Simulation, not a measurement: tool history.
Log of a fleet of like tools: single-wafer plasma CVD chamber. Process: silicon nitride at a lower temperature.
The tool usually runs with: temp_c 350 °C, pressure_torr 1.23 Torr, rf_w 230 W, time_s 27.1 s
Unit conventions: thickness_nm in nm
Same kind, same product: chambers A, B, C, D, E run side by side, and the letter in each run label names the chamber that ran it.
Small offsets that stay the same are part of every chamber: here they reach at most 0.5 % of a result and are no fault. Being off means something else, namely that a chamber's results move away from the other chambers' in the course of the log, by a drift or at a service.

run	hour	temp_c	pressure_torr	rf_w	time_s	read-back reference wafer on the same gauge, thickness_nm	thickness_nm
1B	6.5	350	1.23	230	27.1	21.691	24.379
2C	18	350	1.23	230	27.1	21.702	24.49
3D	30.3	350	1.23	230	27.1	21.708	24.54
4E	38.1	350	1.23	230	27.1	21.698	24.419
5A	52.3	350	1.23	230	27.1	21.691	24.566
6E	61	350	1.23	230	27.1	21.688	24.592
7C	68.4	350	1.07	230	27.1	21.693	23.485
8A	79.5	350	1.07	230	27.1	21.691	23.6
9D	90.9	350	1.07	230	27.1	21.705	23.627
10B	102.4	350	1.07	230	27.1	21.696	23.481
# hour 107.1: chamber B: RF generator calibrated
11E	110.4	350	1.07	230	27.1	21.711	23.554
12C	119.2	350	1.23	230	27.1	21.684	24.505
13B	127.7	350	1.23	230	27.1	21.704	24.505
14A	140.5	336	1.23	230	31.9	21.697	29.099
15D	151.8	336	1.23	230	31.9	21.699	29.088
16D	159.5	336	1.23	230	31.9	21.705	29.135
17E	166.4	336	1.23	230	31.9	21.692	29.084
18B	179.6	336	1.23	230	31.9	21.699	29.127
19C	191.5	350	1.23	230	27.1	21.7	24.398
20A	198.9	350	1.23	230	27.1	21.695	24.498
21D	206.4	350	1.23	230	27.1	21.706	24.684
22E	216.3	350	1.23	230	27.1	21.697	24.529
23C	226.1	350	1.23	230	27.1	21.701	24.53
24B	234.2	350	1.23	230	27.1	21.69	24.511
25A	242.1	350	1.23	230	27.1	21.705	24.447
26E	255.1	350	1.23	230	27.1	21.7	24.55
27D	264.8	350	1.23	230	27.1	21.686	24.663
# hour 266.3: chamber E: capacitance manometer re-zeroed and calibrated
28A	277.5	350	1.23	230	27.1	21.694	24.564
29B	283.7	350	1.23	230	27.1	21.698	24.479
30C	294.6	350	1.23	230	27.1	21.699	24.455
31E	301.3	350	1.23	230	27.1	21.709	24.579
32C	312.4	350	1.23	230	27.1	21.706	24.424
33B	321.7	350	1.23	230	27.1	21.71	24.553
34A	329	350	1.23	230	27.1	21.715	24.479
35D	340.4	350	1.23	230	27.1	21.695	24.501
36B	348.7	350	1.23	230	27.1	21.702	24.61
37E	361.1	350	1.23	230	27.1	21.697	24.535
38D	372.9	350	1.23	230	27.1	21.687	24.656
# hour 379.5: chamber A: capacitance manometer re-zeroed and calibrated
39A	386.1	350	1.23	230	27.1	21.698	24.522
40C	396.4	350	1.23	230	27.1	21.691	24.387
41A	404	350	1.23	230	27.1	21.712	24.432
42B	418.2	350	1.23	230	27.1	21.695	24.554
43C	427.1	350	1.23	230	27.1	21.709	24.275

Read the log: is a single chamber off, either drifting away or since a service, is the gauge that measures every chamber drifting, or is nothing wrong beyond small per-chamber offsets? Name any odd chamber and what most likely caused it.

Beyond each chamber's small constant offset nothing stands out, and the gauge stays steady.
